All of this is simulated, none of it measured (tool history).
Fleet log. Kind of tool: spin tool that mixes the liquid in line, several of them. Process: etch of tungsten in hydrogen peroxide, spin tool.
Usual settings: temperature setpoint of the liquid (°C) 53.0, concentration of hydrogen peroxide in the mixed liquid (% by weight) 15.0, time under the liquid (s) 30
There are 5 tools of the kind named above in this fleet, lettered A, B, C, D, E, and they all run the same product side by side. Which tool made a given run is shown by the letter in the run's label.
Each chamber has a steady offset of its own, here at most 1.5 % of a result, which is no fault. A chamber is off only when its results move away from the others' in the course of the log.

run   hour  temperature setpoint of the liquid (°C)  concentration of hydrogen peroxide in the mixed liquid (% by weight)  time under the liquid (s)  read-back film thickness of the tungsten reference wafer, read on the same gauge (nm)  thickness taken off the tungsten on a monitor wafer (nm)
       3.6  -- chamber B: heated supply line repaired
 1D   10.5                                     53.0                                                                  15.0                         30                                                                                 90.003                                                    37.813
 2E   19.0                                     53.0                                                                  15.0                         30                                                                                 89.983                                                    37.707
 3C   26.7                                     53.0                                                                  15.0                         30                                                                                 90.023                                                    37.674
 4B   39.1                                     53.0                                                                  15.0                         30                                                                                 89.991                                                    37.462
 5A   53.1                                     53.0                                                                  15.0                         30                                                                                 90.015                                                    37.206
 6C   65.4                                     53.0                                                                  15.0                         30                                                                                 90.036                                                    37.888
 7A   73.2                                     53.0                                                                  15.0                         30                                                                                 90.017                                                    37.850
      79.1  -- chamber B: peroxide flow meter replaced
 8D   80.8                                     53.0                                                                  15.0                         30                                                                                 89.984                                                    37.543
      92.5  -- chamber E: peroxide flow meter replaced
 9B   92.7                                     53.0                                                                  15.0                         30                                                                                 89.994                                                    37.347
10E  106.3                                     53.0                                                                  15.0                         30                                                                                 89.996                                                    36.911
11C  118.9                                     53.0                                                                  12.0                         40                                                                                 89.986                                                    44.854
12D  125.1                                     53.0                                                                  12.0                         40                                                                                 90.010                                                    44.726
     128.0  -- chamber A: new drum of peroxide connected
13B  132.5                                     53.0                                                                  12.0                         40                                                                                 90.023                                                    44.081
14E  143.3                                     53.0                                                                  12.0                         40                                                                                 90.010                                                    44.618
15A  149.4                                     53.0                                                                  12.0                         40                                                                                 89.990                                                    44.954
16E  159.0                                     53.0                                                                  15.0                         30                                                                                 90.002                                                    36.940
17B  166.8                                     53.0                                                                  15.0                         30                                                                                 89.983                                                    37.958
18C  180.8                                     53.0                                                                  15.0                         30                                                                                 89.992                                                    38.425
19D  187.8                                     53.0                                                                  15.0                         30                                                                                 89.984                                                    37.938
20A  198.5                                     53.0                                                                  18.0                         30                                                                                 89.998                                                    41.327
21C  206.8                                     53.0                                                                  18.0                         30                                                                                 90.037                                                    41.522
22B  214.7                                     53.0                                                                  18.0                         30                                                                                 90.006                                                    40.990
23A  223.4                                     53.0                                                                  18.0                         30                                                                                 90.012                                                    41.388
24E  233.3                                     53.0                                                                  18.0                         30                                                                                 89.990                                                    39.943
25D  245.0                                     53.0                                                                  15.0                         30                                                                                 89.995                                                    37.938
26C  254.9                                     53.0                                                                  15.0                         30                                                                                 90.012                                                    37.556
     264.9  -- chamber D: thermometer replaced
27B  267.2                                     53.0                                                                  15.0                         30                                                                                 90.018                                                    37.341
28D  280.4                                     53.0                                                                  15.0                         30                                                                                 89.975                                                    38.309
29A  294.3                                     53.0                                                                  16.5                         50                                                                                 90.025                                                    65.937
30E  301.8                                     53.0                                                                  16.5                         50                                                                                 89.986                                                    62.595
31C  309.7                                     53.0                                                                  16.5                         50                                                                                 89.955                                                    67.191
32A  315.9                                     53.0                                                                  16.5                         50                                                                                 89.995                                                    65.329
33D  328.6                                     53.0                                                                  16.5                         50                                                                                 89.961                                                    65.235
34B  340.3                                     53.0                                                                  15.0                         30                                                                                 89.975                                                    37.509
35E  351.6                                     53.0                                                                  15.0                         30                                                                                 89.979                                                    35.684
     359.6  -- chamber C: new drum of peroxide connected
36E  359.6                                     53.0                                                                  15.0                         30                                                                                 90.040                                                    34.958
37C  372.6                                     53.0                                                                  15.0                         30                                                                                 90.002                                                    38.570
38D  381.5                                     53.0                                                                  15.0                         30                                                                                 89.993                                                    37.237
39A  387.9                                     53.0                                                                  15.0                         30                                                                                 90.010                                                    37.487
40B  394.5                                     53.0                                                                  15.0                         30                                                                                 90.042                                                    37.333
41D  400.7                                     53.0                                                                  15.0                         30                                                                                 89.990                                                    37.015

Which is it: a chamber that has drifted or been left off by a service, a gauge drift common to all chambers, or only each chamber's usual small offset? If a chamber is off, name it and its likeliest cause.

One chamber, E, drifts off from the rest bit by bit.
What lies behind it: temperature lost on the way to the wafer (K) = 1.37.
The log may not tell that from: liquid colder than its thermometer reads (K).

Below are 4 candidate recipes for chamber E's next run, each the usual settings with a change, their results shown as question marks. Which of them brings E's results back in line with what the other chambers give on the usual settings?
In-line tolerance around the mean of the other chambers on the usual settings: thickness taken off the tungsten on a monitor wafer (nm) 1.300
42E-1  410.8                                     54.5                                                                  15.0                         30                                                                                                                                                ?
42E-2  410.8                                     52.5                                                                  15.0                         30                                                                                                                                                ?
42E-3  410.8                                     53.0                                                                  12.5                         30                                                                                                                                                ?
42E-4  410.8                                     53.5                                                                  15.0                         30                                                                                                                                                ?

Usual-settings mean across the other chambers: thickness taken off the tungsten on a monitor wafer (nm) 37.646
  run  thickness taken off the tungsten on a monitor wafer (nm)
42E-1                                                    37.471
42E-2                                                    33.151
42E-3                                                    31.167
42E-4                                                    35.262
The right change is 42E-1: it brings the chamber back within the allowed miss of the others.

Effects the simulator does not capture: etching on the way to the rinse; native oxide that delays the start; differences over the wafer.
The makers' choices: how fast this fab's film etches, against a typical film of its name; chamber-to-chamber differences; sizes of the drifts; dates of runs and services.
